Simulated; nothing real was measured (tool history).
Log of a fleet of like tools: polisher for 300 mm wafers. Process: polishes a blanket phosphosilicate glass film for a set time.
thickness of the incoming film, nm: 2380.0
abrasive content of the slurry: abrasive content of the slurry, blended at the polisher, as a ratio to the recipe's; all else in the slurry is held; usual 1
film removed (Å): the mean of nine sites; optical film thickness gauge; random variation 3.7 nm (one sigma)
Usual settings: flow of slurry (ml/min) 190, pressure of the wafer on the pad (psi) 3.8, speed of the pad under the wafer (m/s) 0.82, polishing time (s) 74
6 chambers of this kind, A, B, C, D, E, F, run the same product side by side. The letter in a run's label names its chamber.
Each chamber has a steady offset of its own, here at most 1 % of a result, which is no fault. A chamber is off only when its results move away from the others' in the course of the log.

| run | hour | flow of slurry (ml/min) | pressure of the wafer on the pad (psi) | speed of the pad under the wafer (m/s) | abrasive content of the slurry | polishing time (s) | wafers polished on this pad | hours since the slurry nozzle was cleaned | hours since the head pressure was calibrated | hours since the slurry blender was calibrated | hours since the conditioning disc was replaced | film removed (Å) |
|---|---|---|---|---|---|---|---|---|---|---|---|---|
| 1E | 4.8 | 190 | 3.8 | 0.82 | 1 | 74 | 427 | 227.8 | 407.3 | 90.7 | 99 | 5965.3 |
| 2A | 9.1 | 190 | 3.8 | 0.82 | 1 | 74 | 435 | 229.2 | 957.7 | 319.6 | 61.2 | 5939.7 |
| 3C | 12.9 | 190 | 3.8 | 0.82 | 1 | 74 | 348 | 305.7 | 1162.7 | 281.7 | 91.1 | 6013.4 |
| 4F | 15.5 | 190 | 3.8 | 0.82 | 1 | 74 | 767 | 763 | 632.4 | 191.9 | 226.7 | 5938.6 |
| 5B | 18.3 | 215 | 2.7 | 0.82 | 1 | 74 | 908 | 390.1 | 130.8 | 227.3 | 71.2 | 4423.2 |
| 6D | 21.6 | 215 | 2.7 | 0.82 | 1 | 74 | 1044 | 271.8 | 290.7 | 69.1 | 174.2 | 4316.5 |
| 7E | 25.4 | 215 | 2.7 | 0.82 | 1 | 74 | 698 | 248.4 | 427.9 | 111.3 | 119.6 | 4270.5 |
| 8B | 30.6 | 215 | 2.7 | 0.82 | 1 | 74 | 1069 | 402.4 | 143.1 | 239.6 | 83.5 | 4443.8 |
|  | 30.7 | chamber B: worn pad replaced by a new one |
|  | 32.4 | chamber F: slurry nozzle cleaned |
|  | 34.7 | chamber D: worn pad replaced by a new one |
| 9C | 34.7 | 215 | 2.7 | 0.82 | 1 | 74 | 634 | 327.5 | 1184.5 | 303.5 | 112.9 | 4355.2 |
|  | 37.7 | chamber A: worn pad replaced by a new one |
|  | 37.7 | chamber E: head pressure recalibrated |
| 10F | 38.1 | 215 | 2.7 | 0.82 | 1 | 74 | 1063 | 5.8 | 655 | 214.5 | 249.3 | 4218.9 |
| 11D | 40.9 | 190 | 3.8 | 0.82 | 1 | 74 | 81 | 291.1 | 310 | 88.4 | 193.5 | 5920.4 |
| 12A | 43.5 | 190 | 3.8 | 0.82 | 1 | 74 | 76 | 263.6 | 992.1 | 354 | 95.6 | 5937.8 |
|  | 47.2 | chamber F: conditioning disc replaced and pad reconditioned |
| 13D | 48.1 | 190 | 3.8 | 0.82 | 1 | 74 | 175 | 298.3 | 317.2 | 95.6 | 200.7 | 5910.6 |
| 14F | 51.4 | 190 | 3.8 | 0.82 | 1 | 74 | 1237 | 19.1 | 668.3 | 227.8 | 4.3 | 5873.3 |
| 15C | 54.5 | 190 | 3.8 | 0.82 | 1 | 74 | 893 | 347.3 | 1204.3 | 323.3 | 132.7 | 6021 |
| 16B | 59 | 190 | 3.8 | 0.82 | 1 | 74 | 371 | 430.8 | 171.5 | 268 | 111.9 | 6035.2 |
|  | 59.8 | chamber D: conditioning disc replaced and pad reconditioned |
| 17E | 61.4 | 190 | 3.8 | 0.82 | 1 | 88 | 1170 | 284.4 | 23.7 | 147.3 | 155.6 | 7074.8 |
| 18A | 63.8 | 190 | 3.8 | 0.82 | 1 | 88 | 342 | 283.9 | 1012.4 | 374.3 | 115.9 | 7064 |
|  | 67.2 | chamber E: conditioning disc replaced and pad reconditioned |
|  | 67.4 | chamber C: worn pad replaced by a new one |
| 19D | 68.2 | 190 | 3.8 | 0.82 | 1 | 88 | 439 | 318.4 | 337.3 | 115.7 | 8.5 | 7125.8 |
|  | 69.3 | chamber E: worn pad replaced by a new one |
| 20B | 71.3 | 190 | 3.8 | 0.82 | 1 | 88 | 532 | 443.1 | 183.8 | 280.3 | 124.2 | 7157.4 |
| 21E | 74.6 | 190 | 3.8 | 0.82 | 1 | 88 | 69 | 297.6 | 36.9 | 160.5 | 7.5 | 7111.3 |
|  | 77.3 | chamber F: slurry blender recalibrated |
| 22A | 79.1 | 190 | 3.8 | 0.82 | 1 | 88 | 543 | 299.2 | 1027.7 | 389.6 | 131.2 | 7114.4 |
|  | 80.8 | chamber C: conditioning disc replaced and pad reconditioned |
| 23C | 82.4 | 190 | 3.8 | 0.82 | 1 | 74 | 197 | 375.2 | 1232.2 | 351.2 | 1.7 | 6108.8 |
| 24F | 84.7 | 190 | 3.8 | 0.82 | 1 | 74 | 1674 | 52.4 | 701.6 | 7.4 | 37.6 | 5754.3 |
| 25C | 87.5 | 190 | 3.8 | 0.82 | 1 | 74 | 264 | 380.3 | 1237.3 | 356.3 | 6.8 | 5989.1 |
|  | 89.1 | chamber A: worn pad replaced by a new one |
| 26A | 92.6 | 190 | 3.8 | 0.82 | 1 | 74 | 46 | 312.7 | 1041.2 | 403.1 | 144.7 | 6022.2 |
|  | 96 | chamber D: slurry blender recalibrated |
| 27E | 96.9 | 190 | 3.8 | 0.82 | 1 | 74 | 361 | 319.9 | 59.2 | 182.8 | 29.8 | 6054.9 |
|  | 99.1 | chamber A: slurry blender recalibrated |
|  | 99.4 | chamber A: slurry nozzle cleaned |
| 28F | 102 | 190 | 3.8 | 0.82 | 1 | 74 | 1901 | 69.7 | 718.9 | 24.7 | 54.9 | 5740.7 |
| 29B | 104.3 | 190 | 3.8 | 0.82 | 1 | 74 | 965 | 476.1 | 216.8 | 313.3 | 157.2 | 6041.5 |
| 30D | 106.7 | 190 | 3.8 | 0.82 | 1 | 74 | 944 | 356.9 | 375.8 | 10.8 | 47 | 5961 |
|  | 110.8 | chamber B: slurry blender recalibrated |
| 31A | 111 | 190 | 3.8 | 0.82 | 1 | 74 | 288 | 11.6 | 1059.6 | 11.9 | 163.1 | 6022.5 |
| 32F | 116.1 | 190 | 3.8 | 0.82 | 1 | 74 | 2086 | 83.8 | 733 | 38.8 | 69 | 5673.8 |
| 33E | 118.5 | 190 | 3.8 | 0.82 | 1 | 74 | 645 | 341.5 | 80.8 | 204.4 | 51.4 | 5966.5 |
| 34D | 122 | 190 | 3.8 | 0.82 | 1 | 74 | 1144 | 372.2 | 391.1 | 26.1 | 62.3 | 5964 |
|  | 123.4 | chamber B: worn pad replaced by a new one |
| 35B | 126.1 | 190 | 3.8 | 1.04 | 1.3 | 74 | 36 | 497.9 | 238.6 | 15.3 | 179 | 8253.7 |
| 36C | 130.7 | 190 | 3.8 | 1.04 | 1.3 | 74 | 830 | 423.5 | 1280.5 | 399.5 | 50 | 8202.9 |

All 6 chambers run these settings next. Forecast each chamber's results:
| 37A | 134.4 | 190 | 3.8 | 0.82 | 1 | 74 |  |  |  |  |  | ? |
| 37B | 134.4 | 190 | 3.8 | 0.82 | 1 | 74 |  |  |  |  |  | ? |
| 37C | 134.4 | 190 | 3.8 | 0.82 | 1 | 74 |  |  |  |  |  | ? |
| 37D | 134.4 | 190 | 3.8 | 0.82 | 1 | 74 |  |  |  |  |  | ? |
| 37E | 134.4 | 190 | 3.8 | 0.82 | 1 | 74 |  |  |  |  |  | ? |
| 37F | 134.4 | 190 | 3.8 | 0.82 | 1 | 74 |  |  |  |  |  | ? |

| run | film removed (Å) |
|---|---|
| 37A | 6034.3 |
| 37B | 5965 |
| 37C | 5987.1 |
| 37D | 5974.4 |
| 37E | 5929.9 |
| 37F | 5584.3 |

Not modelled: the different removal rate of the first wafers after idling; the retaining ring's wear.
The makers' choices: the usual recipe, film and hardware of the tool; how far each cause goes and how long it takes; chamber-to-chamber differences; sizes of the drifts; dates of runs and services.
